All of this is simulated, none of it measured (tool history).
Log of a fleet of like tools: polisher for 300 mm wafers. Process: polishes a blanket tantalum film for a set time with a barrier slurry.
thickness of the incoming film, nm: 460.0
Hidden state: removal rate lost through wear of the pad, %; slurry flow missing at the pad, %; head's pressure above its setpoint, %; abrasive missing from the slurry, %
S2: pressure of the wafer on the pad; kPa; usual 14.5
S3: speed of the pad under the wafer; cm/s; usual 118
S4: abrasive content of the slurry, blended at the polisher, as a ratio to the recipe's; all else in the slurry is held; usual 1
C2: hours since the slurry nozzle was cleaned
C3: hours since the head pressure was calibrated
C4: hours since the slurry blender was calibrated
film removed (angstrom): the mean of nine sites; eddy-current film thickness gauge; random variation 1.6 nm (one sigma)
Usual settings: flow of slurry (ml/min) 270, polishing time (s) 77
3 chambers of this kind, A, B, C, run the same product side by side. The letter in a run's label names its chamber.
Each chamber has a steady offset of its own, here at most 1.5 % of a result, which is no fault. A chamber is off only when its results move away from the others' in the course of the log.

At hour 1.6: chamber C: worn pad replaced by a new one.
Run 1C, hour 7.5: usual settings; wafers polished on this pad 65; C2 221.7; C3 1047.9; C4 155.2. Result: film removed (angstrom) 1720.5.
Run 2A, hour 13.1: usual settings; wafers polished on this pad 244; C2 426.7; C3 559.6; C4 259.7. Result: film removed (angstrom) 1718.1.
At hour 17: chamber A: slurry blender recalibrated.
Run 3B, hour 18.3: usual settings; wafers polished on this pad 810; C2 47.9; C3 323; C4 19.8. Result: film removed (angstrom) 1690.7.
Run 4B, hour 25: usual settings; wafers polished on this pad 883; C2 54.6; C3 329.7; C4 26.5. Result: film removed (angstrom) 1708.3.
At hour 34.3: chamber B: worn pad replaced by a new one.
Run 5A, hour 35.7: usual settings; wafers polished on this pad 492; C2 449.3; C3 582.2; C4 18.7. Result: film removed (angstrom) 1703.5.
Run 6C, hour 46.7: usual settings; wafers polished on this pad 495; C2 260.9; C3 1087.1; C4 194.4. Result: film removed (angstrom) 1686.
Run 7B, hour 55.3: usual settings; wafers polished on this pad 230; C2 84.9; C3 360; C4 56.8. Result: film removed (angstrom) 1713.1.
At hour 57.7: chamber A: worn pad replaced by a new one.
At hour 59.1: chamber C: worn pad replaced by a new one.
Run 8C, hour 62: usual settings; wafers polished on this pad 32; C2 276.2; C3 1102.4; C4 209.7. Result: film removed (angstrom) 1712.1.
Run 9A, hour 72.4: usual settings but S4 1.25, polishing time (s) 67; wafers polished on this pad 161; C2 486; C3 618.9; C4 55.4. Result: film removed (angstrom) 1583.5.
Run 10C, hour 77.5: usual settings but S4 1.25, polishing time (s) 67; wafers polished on this pad 202; C2 291.7; C3 1117.9; C4 225.2. Result: film removed (angstrom) 1577.1.
Run 11B, hour 86.1: usual settings but S4 1.25, polishing time (s) 67; wafers polished on this pad 568; C2 115.7; C3 390.8; C4 87.6. Result: film removed (angstrom) 1589.9.
Run 12A, hour 91.7: usual settings; wafers polished on this pad 373; C2 505.3; C3 638.2; C4 74.7. Result: film removed (angstrom) 1724.6.
Run 13A, hour 100.2: usual settings; wafers polished on this pad 466; C2 513.8; C3 646.7; C4 83.2. Result: film removed (angstrom) 1718.3.
Run 14B, hour 105.1: usual settings; wafers polished on this pad 777; C2 134.7; C3 409.8; C4 106.6. Result: film removed (angstrom) 1708.6.
At hour 110.5: chamber B: head pressure recalibrated.
At hour 111.5: chamber B: worn pad replaced by a new one.
At hour 114.8: chamber C: worn pad replaced by a new one.
Run 15C, hour 115.9: usual settings; wafers polished on this pad 12; C2 330.1; C3 1156.3; C4 263.6. Result: film removed (angstrom) 1689.4.
At hour 121.5: chamber A: worn pad replaced by a new one.
Run 16A, hour 125.1: usual settings; wafers polished on this pad 39; C2 538.7; C3 671.6; C4 108.1. Result: film removed (angstrom) 1723.1.
Run 17B, hour 131.5: usual settings; wafers polished on this pad 220; C2 161.1; C3 21; C4 133. Result: film removed (angstrom) 1684.3.
At hour 134.6: chamber B: slurry blender recalibrated.
Run 18C, hour 140.6: usual settings; wafers polished on this pad 283; C2 354.8; C3 1181; C4 288.3. Result: film removed (angstrom) 1693.
Run 19A, hour 146.9: usual settings; wafers polished on this pad 278; C2 560.5; C3 693.4; C4 129.9. Result: film removed (angstrom) 1702.1.
Run 20B, hour 157.3: usual settings; wafers polished on this pad 503; C2 186.9; C3 46.8; C4 22.7. Result: film removed (angstrom) 1698.4.
Run 21C, hour 162.6: usual settings; wafers polished on this pad 524; C2 376.8; C3 1203; C4 310.3. Result: film removed (angstrom) 1703.9.
Run 22A, hour 171.9: usual settings; wafers polished on this pad 553; C2 585.5; C3 718.4; C4 154.9. Result: film removed (angstrom) 1715.2.

All 3 chambers run these settings next. Forecast each chamber's results:
Run 23A, hour 180: usual settings but flow of slurry (ml/min) 335. Result: film removed (angstrom) ?.
Run 23B, hour 180: usual settings but flow of slurry (ml/min) 335. Result: film removed (angstrom) ?.
Run 23C, hour 180: usual settings but flow of slurry (ml/min) 335. Result: film removed (angstrom) ?.

run  film removed (angstrom)
23A                   1762.3
23B                   1731.4
23C                   1773.8
